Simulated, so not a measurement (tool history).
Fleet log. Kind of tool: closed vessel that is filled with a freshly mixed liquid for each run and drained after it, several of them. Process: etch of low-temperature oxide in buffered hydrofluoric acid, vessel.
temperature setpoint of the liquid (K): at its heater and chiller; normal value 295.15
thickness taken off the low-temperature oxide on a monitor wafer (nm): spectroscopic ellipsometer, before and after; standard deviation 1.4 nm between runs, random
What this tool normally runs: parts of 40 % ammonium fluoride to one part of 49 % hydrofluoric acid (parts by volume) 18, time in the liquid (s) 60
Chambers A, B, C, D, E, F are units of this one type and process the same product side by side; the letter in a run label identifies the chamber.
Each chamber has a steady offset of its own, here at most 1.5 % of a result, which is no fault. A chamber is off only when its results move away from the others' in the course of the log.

| run | hour | temperature setpoint of the liquid (K) | parts of 40 % ammonium fluoride to one part of 49 % hydrofluoric acid (parts by volume) | time in the liquid (s) | hours since the thermometer was replaced | hours since the hydrofluoric acid flow meter was replaced | read-back film thickness of the low-temperature oxide reference wafer, read on the same gauge (nm) | thickness taken off the low-temperature oxide on a monitor wafer (nm) |
|---|---|---|---|---|---|---|---|---|
| 1D | 4.9 | 295.15 | 18 | 60 | 65.9 | 110.4 | 129.99 | 162.7 |
| 2C | 7.9 | 295.15 | 18 | 60 | 478.6 | 270.4 | 129.99 | 163.19 |
| 3E | 11.5 | 295.15 | 18 | 60 | 2053.3 | 807.9 | 130 | 164.66 |
| 4F | 17.8 | 295.15 | 18 | 60 | 193.7 | 721.8 | 130.03 | 165.21 |
| 5B | 24 | 295.15 | 18 | 60 | 2003 | 1627.3 | 129.97 | 163.37 |
| 6A | 28.1 | 295.15 | 18 | 60 | 41.5 | 2214.8 | 129.96 | 164.05 |
|  | 30.3 | chamber B: thermometer replaced |
| 7B | 31.1 | 295.15 | 18 | 60 | 0.8 | 1634.4 | 130 | 162.41 |
| 8C | 36.6 | 295.15 | 18 | 60 | 507.3 | 299.1 | 130.03 | 166.29 |
| 9A | 41.1 | 295.15 | 18 | 75 | 54.5 | 2227.8 | 130.05 | 207.8 |
| 10E | 46.7 | 295.15 | 18 | 75 | 2088.5 | 843.1 | 130.01 | 206.5 |
| 11F | 52.8 | 295.15 | 18 | 75 | 228.7 | 756.8 | 129.99 | 205.96 |
| 12D | 57.6 | 295.15 | 18 | 75 | 118.6 | 163.1 | 129.95 | 207.45 |
| 13E | 61 | 295.15 | 18 | 75 | 2102.8 | 857.4 | 129.99 | 203.94 |
| 14C | 65.9 | 295.15 | 18 | 75 | 536.6 | 328.4 | 130.01 | 202.14 |
| 15A | 69.5 | 295.15 | 14.5 | 60 | 82.9 | 2256.2 | 129.99 | 204.5 |
| 16F | 74.3 | 295.15 | 14.5 | 60 | 250.2 | 778.3 | 129.98 | 202.61 |
| 17D | 80.7 | 295.15 | 14.5 | 60 | 141.7 | 186.2 | 130.04 | 199.64 |
| 18B | 86.2 | 295.15 | 14.5 | 60 | 55.9 | 1689.5 | 129.99 | 201.97 |
| 19D | 92.8 | 295.15 | 14.5 | 60 | 153.8 | 198.3 | 129.99 | 205.36 |
| 20E | 99.4 | 295.15 | 14.5 | 60 | 2141.2 | 895.8 | 130 | 199.57 |
| 21C | 105.3 | 295.15 | 18 | 60 | 576 | 367.8 | 129.96 | 158.59 |
| 22A | 111.5 | 295.15 | 18 | 60 | 124.9 | 2298.2 | 130.06 | 165.48 |
| 23B | 115.3 | 295.15 | 18 | 60 | 85 | 1718.6 | 129.94 | 165.59 |
| 24F | 122.1 | 295.15 | 15 | 75 | 298 | 826.1 | 129.96 | 248.27 |
| 25F | 125.3 | 295.15 | 15 | 75 | 301.2 | 829.3 | 129.98 | 247.74 |
| 26B | 129.9 | 295.15 | 15 | 75 | 99.6 | 1733.2 | 130.04 | 247.38 |
| 27A | 134.5 | 295.15 | 15 | 75 | 147.9 | 2321.2 | 130 | 249.37 |
| 28D | 139.3 | 295.15 | 15 | 75 | 200.3 | 244.8 | 130.02 | 242.74 |
|  | 140.1 | chamber E: hydrofluoric acid flow meter replaced |
| 29C | 145.3 | 295.15 | 15 | 75 | 616 | 407.8 | 129.97 | 241.14 |
| 30E | 151.1 | 295.15 | 18 | 60 | 2192.9 | 11 | 129.97 | 163.49 |
| 31E | 154.2 | 295.15 | 18 | 60 | 2196 | 14.1 | 129.99 | 165.17 |
|  | 156.3 | chamber F: hydrofluoric acid flow meter replaced |
| 32C | 160.3 | 295.15 | 18 | 60 | 631 | 422.8 | 130.03 | 158.52 |
| 33A | 165.2 | 295.15 | 18 | 60 | 178.6 | 2351.9 | 130 | 166.35 |
| 34F | 169.1 | 295.15 | 18 | 60 | 345 | 12.9 | 130.02 | 161.83 |
| 35D | 174.3 | 295.15 | 18 | 60 | 235.3 | 279.8 | 130 | 163.67 |
| 36B | 180.6 | 293.15 | 15 | 60 | 150.3 | 1783.9 | 129.97 | 178.12 |
| 37C | 185.6 | 293.15 | 15 | 60 | 656.3 | 448.1 | 130.03 | 167.53 |
| 38B | 190.9 | 293.15 | 15 | 60 | 160.6 | 1794.2 | 130.02 | 176.53 |
|  | 191.2 | chamber E: thermometer replaced |
| 39F | 197.1 | 293.15 | 15 | 60 | 373 | 40.9 | 130.03 | 179.33 |
| 40A | 200.7 | 293.15 | 15 | 60 | 214.1 | 2387.4 | 130.07 | 177.02 |
| 41D | 204.2 | 293.15 | 15 | 60 | 265.2 | 309.7 | 130.03 | 171.87 |
| 42E | 208.2 | 295.15 | 18 | 60 | 17.1 | 68.1 | 129.97 | 163.82 |
| 43D | 212.5 | 295.15 | 18 | 60 | 273.5 | 318 | 130 | 159.71 |
| 44A | 219 | 295.15 | 18 | 60 | 232.4 | 2405.7 | 129.97 | 167.55 |

Next, every chamber runs the same settings. What will each give?
| 45A | 223.9 | 295.15 | 18 | 60 |  |  |  | ? |
| 45B | 223.9 | 295.15 | 18 | 60 |  |  |  | ? |
| 45C | 223.9 | 295.15 | 18 | 60 |  |  |  | ? |
| 45D | 223.9 | 295.15 | 18 | 60 |  |  |  | ? |
| 45E | 223.9 | 295.15 | 18 | 60 |  |  |  | ? |
| 45F | 223.9 | 295.15 | 18 | 60 |  |  |  | ? |

| run | thickness taken off the low-temperature oxide on a monitor wafer (nm) |
|---|---|
| 45A | 165.67 |
| 45B | 163.59 |
| 45C | 159.32 |
| 45D | 163.09 |
| 45E | 166.02 |
| 45F | 167.08 |
